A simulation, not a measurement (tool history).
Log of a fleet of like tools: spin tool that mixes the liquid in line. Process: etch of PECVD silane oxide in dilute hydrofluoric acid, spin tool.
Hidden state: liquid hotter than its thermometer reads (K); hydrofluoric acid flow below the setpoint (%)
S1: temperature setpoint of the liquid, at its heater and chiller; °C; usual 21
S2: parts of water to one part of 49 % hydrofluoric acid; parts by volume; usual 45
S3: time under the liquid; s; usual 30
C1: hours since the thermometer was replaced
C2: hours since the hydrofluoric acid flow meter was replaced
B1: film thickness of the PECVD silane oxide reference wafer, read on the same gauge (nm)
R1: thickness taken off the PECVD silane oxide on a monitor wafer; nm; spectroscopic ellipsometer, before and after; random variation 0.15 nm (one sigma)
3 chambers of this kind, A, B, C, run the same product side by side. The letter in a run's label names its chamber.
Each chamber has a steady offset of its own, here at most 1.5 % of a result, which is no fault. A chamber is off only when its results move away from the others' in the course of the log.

Run 1C, hour 10.2: usual settings; C1 932.3; C2 935.8; B1 100.02. Result: R1 30.11 nm.
Run 2B, hour 20.7: usual settings; C1 373.9; C2 1887.6; B1 99.973. Result: R1 30.325 nm.
At hour 22: chamber A: hydrofluoric acid flow meter replaced.
Run 3A, hour 26.2: usual settings; C1 687.3; C2 4.3; B1 99.97. Result: R1 30.046 nm.
Run 4B, hour 32.2: usual settings; C1 385.4; C2 1899.1; B1 99.987. Result: R1 30.846 nm.
Run 5A, hour 37.1: usual settings; C1 698.2; C2 15.2; B1 99.964. Result: R1 30.121 nm.
Run 6C, hour 43: usual settings; C1 965.1; C2 968.6; B1 99.999. Result: R1 29.748 nm.
Run 7B, hour 49.3: usual settings; C1 402.5; C2 1916.2; B1 99.987. Result: R1 30.449 nm.
Run 8A, hour 59.4: usual settings; C1 720.5; C2 37.5; B1 100.01. Result: R1 29.783 nm.
Run 9C, hour 67.9: usual settings; C1 990; C2 993.5; B1 99.989. Result: R1 29.711 nm.
Run 10B, hour 76.1: usual settings but S2 35 parts by volume; C1 429.3; C2 1943; B1 100.03. Result: R1 39.372 nm.
Run 11A, hour 84.9: usual settings but S2 35 parts by volume; C1 746; C2 63; B1 99.977. Result: R1 38.956 nm.
Run 12C, hour 91.9: usual settings but S2 35 parts by volume; C1 1014; C2 1017.5; B1 99.992. Result: R1 38.833 nm.
Run 13B, hour 100.3: usual settings; C1 453.5; C2 1967.2; B1 100.01. Result: R1 30.655 nm.
Run 14A, hour 108.7: usual settings; C1 769.8; C2 86.8; B1 99.965. Result: R1 29.77 nm.
Run 15C, hour 114.1: usual settings; C1 1036.2; C2 1039.7; B1 100.01. Result: R1 29.875 nm.
Run 16C, hour 120.1: usual settings; C1 1042.2; C2 1045.7; B1 99.982. Result: R1 29.901 nm.
Run 17B, hour 125.9: usual settings; C1 479.1; C2 1992.8; B1 99.979. Result: R1 30.34 nm.
Run 18A, hour 137.2: usual settings; C1 798.3; C2 115.3; B1 100.02. Result: R1 29.69 nm.
Run 19A, hour 148.6: usual settings but S1 17.5 °C; C1 809.7; C2 126.7; B1 100.01. Result: R1 25.603 nm.
Run 20C, hour 154.9: usual settings but S1 17.5 °C; C1 1077; C2 1080.5; B1 100.01. Result: R1 25.835 nm.
Run 21B, hour 163.2: usual settings but S1 17.5 °C; C1 516.4; C2 2030.1; B1 100.02. Result: R1 26.334 nm.

Next, every chamber runs the same settings. What will each give?
Run 22A, hour 171.4: usual settings but S1 23.5 °C. Result: R1 ?.
Run 22B, hour 171.4: usual settings but S1 23.5 °C. Result: R1 ?.
Run 22C, hour 171.4: usual settings but S1 23.5 °C. Result: R1 ?.

run      R1
22A  33.541
22B  33.852
22C  33.135
